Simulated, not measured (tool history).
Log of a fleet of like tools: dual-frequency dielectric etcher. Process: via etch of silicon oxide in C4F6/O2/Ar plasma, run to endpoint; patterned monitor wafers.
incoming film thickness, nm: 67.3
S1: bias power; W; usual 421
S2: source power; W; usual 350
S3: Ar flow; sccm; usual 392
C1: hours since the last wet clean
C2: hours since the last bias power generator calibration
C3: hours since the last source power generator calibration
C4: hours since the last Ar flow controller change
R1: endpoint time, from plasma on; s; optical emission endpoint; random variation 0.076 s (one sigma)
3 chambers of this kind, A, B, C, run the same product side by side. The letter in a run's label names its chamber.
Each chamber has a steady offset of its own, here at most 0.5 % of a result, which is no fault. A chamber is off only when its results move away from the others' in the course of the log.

run	hour	S1	S2	S3	C1	C2	C3	C4	R1
1B	7.8	421	350	392	200.7	125.9	2005.8	3232.5	17.125
2C	14.9	421	350	392	234.3	30.6	445.4	648.8	17.206
3A	25.1	421	350	392	181.5	2416.2	2064.8	2034.1	17.106
4A	30.9	421	350	392	187.3	2422	2070.6	2039.9	17.032
5B	42.7	421	350	392	235.6	160.8	2040.7	3267.4	17.088
6C	51.2	421	350	392	270.6	66.9	481.7	685.1	17.087
7A	58.7	421	350	392	215.1	2449.8	2098.4	2067.7	17.071
8B	69.5	421	350	392	262.4	187.6	2067.5	3294.2	17.23
9C	80.5	384	410	392	299.9	96.2	511	714.4	16.761
10A	90.3	384	410	392	246.7	2481.4	2130	2099.3	16.6
11B	99.4	384	410	392	292.3	217.5	2097.4	3324.1	16.893
12C	104.9	421	350	392	324.3	120.6	535.4	738.8	17.157
13B	112.4	421	350	392	305.3	230.5	2110.4	3337.1	17.364
14C	117.9	421	350	392	337.3	133.6	548.4	751.8	17.048
15A	125.1	376	270	392	281.5	2516.2	2164.8	2134.1	19.657
16B	136.6	376	270	392	329.5	254.7	2134.6	3361.3	19.936
17C	142.2	376	270	392	361.6	157.9	572.7	776.1	19.713
18A	148.9	421	350	392	305.3	2540	2188.6	2157.9	16.991
19C	158.7	421	350	392	378.1	174.4	589.2	792.6	17.257
20A	168.6	421	350	392	325	2559.7	2208.3	2177.6	16.983
21B	180.1	421	350	392	373	298.2	2178.1	3404.8	17.6
22B	186.8	421	350	392	379.7	304.9	2184.8	3411.5	17.406
23A	195.7	347	260	392	352.1	2586.8	2235.4	2204.7	20.546
24C	203.3	347	260	392	422.7	219	633.8	837.2	20.419
25A	210.4	347	260	392	366.8	2601.5	2250.1	2219.4	20.372
26B	216	421	350	392	408.9	334.1	2214	3440.7	17.713
27C	222.2	421	350	392	441.6	237.9	652.7	856.1	17.051
28B	234.1	421	350	392	427	352.2	2232.1	3458.8	17.749
29A	243	421	350	392	399.4	2634.1	2282.7	2252	16.932
# hour 250.7: chamber C: wet clean of the chamber
30C	251.5	421	350	392	0.8	267.2	682	885.4	17.213
31C	257.2	421	350	456	6.5	272.9	687.7	891.1	17.424
32B	263.1	421	350	456	456	381.2	2261.1	3487.8	18.033
33A	272.9	421	350	456	429.3	2664	2312.6	2281.9	17.245
34C	278.3	421	350	392	27.6	294	708.8	912.2	17.174
35B	284.9	421	350	392	477.8	403	2282.9	3509.6	17.677
36A	295.8	421	350	392	452.2	2686.9	2335.5	2304.8	16.966
37B	303.8	421	380	336	496.7	421.9	2301.8	3528.5	17.082
38A	314.5	421	380	336	470.9	2705.6	2354.2	2323.5	16.281
39C	321.4	421	380	336	70.7	337.1	751.9	955.3	16.336
40B	328.9	478	350	392	521.8	447	2326.9	3553.6	17.088

All 3 chambers run these settings next. Forecast each chamber's results:
41A	337.5	421	390	392					?
41B	337.5	421	390	392					?
41C	337.5	421	390	392					?

run	R1
41A	16.512
41B	17.165
41C	16.489
